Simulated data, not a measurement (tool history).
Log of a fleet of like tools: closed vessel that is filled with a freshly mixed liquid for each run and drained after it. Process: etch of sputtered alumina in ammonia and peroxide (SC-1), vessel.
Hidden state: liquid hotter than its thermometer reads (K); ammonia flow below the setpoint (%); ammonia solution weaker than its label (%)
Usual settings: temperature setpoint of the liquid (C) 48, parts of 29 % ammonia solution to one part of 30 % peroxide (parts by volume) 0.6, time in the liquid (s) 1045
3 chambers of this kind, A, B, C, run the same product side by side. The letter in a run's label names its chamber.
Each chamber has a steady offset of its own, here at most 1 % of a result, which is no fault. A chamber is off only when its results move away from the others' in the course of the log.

| run | day | temperature setpoint of the liquid (C) | parts of 29 % ammonia solution to one part of 30 % peroxide (parts by volume) | time in the liquid (s) | hours since the thermometer was replaced | hours since the ammonia flow meter was replaced | hours since the drum of ammonia solution was connected | read-back film thickness of the sputtered alumina reference wafer, read on the same gauge (nm) | thickness taken off the sputtered alumina on a monitor wafer (Å) |
|---|---|---|---|---|---|---|---|---|---|
| 1A | 0.154 | 48 | 0.6 | 1045 | 1522.9 | 155.3 | 491.2 | 60.002 | 505.84 |
| 2B | 0.317 | 48 | 0.6 | 1045 | 384.6 | 2028.2 | 275.9 | 59.989 | 509.38 |
| 3C | 0.554 | 48 | 0.6 | 1045 | 417.6 | 339.1 | 26.4 | 59.999 | 505.06 |
| 4B | 0.667 | 48 | 0.6 | 1045 | 393.0 | 2036.6 | 284.3 | 60.000 | 508.50 |
| 5A | 0.788 | 48 | 0.6 | 1045 | 1538.1 | 170.5 | 506.4 | 59.991 | 504.71 |
| 6C | 0.904 | 48 | 0.6 | 1045 | 426.0 | 347.5 | 34.8 | 59.995 | 507.71 |
| 7B | 1.112 | 48 | 0.6 | 1045 | 403.7 | 2047.3 | 295.0 | 60.006 | 509.42 |
| 8C | 1.300 | 48 | 0.6 | 1045 | 435.5 | 357.0 | 44.3 | 60.018 | 504.60 |
| 9A | 1.508 | 48 | 0.6 | 1045 | 1555.4 | 187.8 | 523.7 | 59.988 | 502.53 |
| 10A | 1.746 | 48 | 0.6 | 1045 | 1561.1 | 193.5 | 529.4 | 59.998 | 505.25 |
| 11C | 1.992 | 48 | 0.6 | 1045 | 452.1 | 373.6 | 60.9 | 59.993 | 511.80 |
| 12B | 2.212 | 48 | 0.6 | 1045 | 430.1 | 2073.7 | 321.4 | 60.011 | 509.66 |
| 13B | 2.358 | 48 | 0.6 | 1045 | 433.6 | 2077.2 | 324.9 | 60.002 | 504.70 |
| 14A | 2.588 | 48 | 0.6 | 1045 | 1581.3 | 213.7 | 549.6 | 59.995 | 507.21 |
| 15C | 2.792 | 48 | 0.6 | 1045 | 471.3 | 392.8 | 80.1 | 60.000 | 514.53 |
| 16C | 3.029 | 48 | 0.6 | 1045 | 477.0 | 398.5 | 85.8 | 60.013 | 511.49 |
| 17B | 3.154 | 48 | 0.6 | 1045 | 452.7 | 2096.3 | 344.0 | 60.015 | 508.68 |
| 18A | 3.350 | 48 | 0.6 | 1045 | 1599.6 | 232.0 | 567.9 | 60.014 | 503.48 |
| 19C | 3.533 | 48 | 0.6 | 1045 | 489.1 | 410.6 | 97.9 | 60.009 | 515.51 |
| 20B | 3.675 | 48 | 0.6 | 1045 | 465.2 | 2108.8 | 356.5 | 60.002 | 508.71 |
| 21A | 3.892 | 48 | 0.6 | 1045 | 1612.6 | 245.0 | 580.9 | 59.995 | 503.40 |
| 22C | 4.042 | 48 | 0.6 | 1045 | 501.3 | 422.8 | 110.1 | 60.017 | 517.16 |
| 23A | 4.246 | 48 | 0.6 | 1045 | 1621.1 | 253.5 | 589.4 | 60.007 | 506.03 |
| 24B | 4.442 | 48 | 0.6 | 1045 | 483.6 | 2127.2 | 374.9 | 60.005 | 508.63 |
| 25A | 4.571 | 48 | 0.9 | 1045 | 1628.9 | 261.3 | 597.2 | 59.991 | 524.99 |
| 26B | 4.721 | 48 | 0.9 | 1045 | 490.3 | 2133.9 | 381.6 | 60.020 | 531.82 |
| 27C | 4.846 | 48 | 0.9 | 1045 | 520.6 | 442.1 | 129.4 | 60.000 | 538.85 |
| 28C | 5.096 | 53 | 0.6 | 1045 | 526.6 | 448.1 | 135.4 | 59.998 | 689.75 |

Next, every chamber runs the same settings. What will each give?
| 29A | 5.279 | 45 | 0.6 | 1045 |  |  |  |  | ? |
| 29B | 5.279 | 45 | 0.6 | 1045 |  |  |  |  | ? |
| 29C | 5.279 | 45 | 0.6 | 1045 |  |  |  |  | ? |

| run | thickness taken off the sputtered alumina on a monitor wafer (Å) |
|---|---|
| 29A | 423.71 |
| 29B | 430.66 |
| 29C | 442.44 |
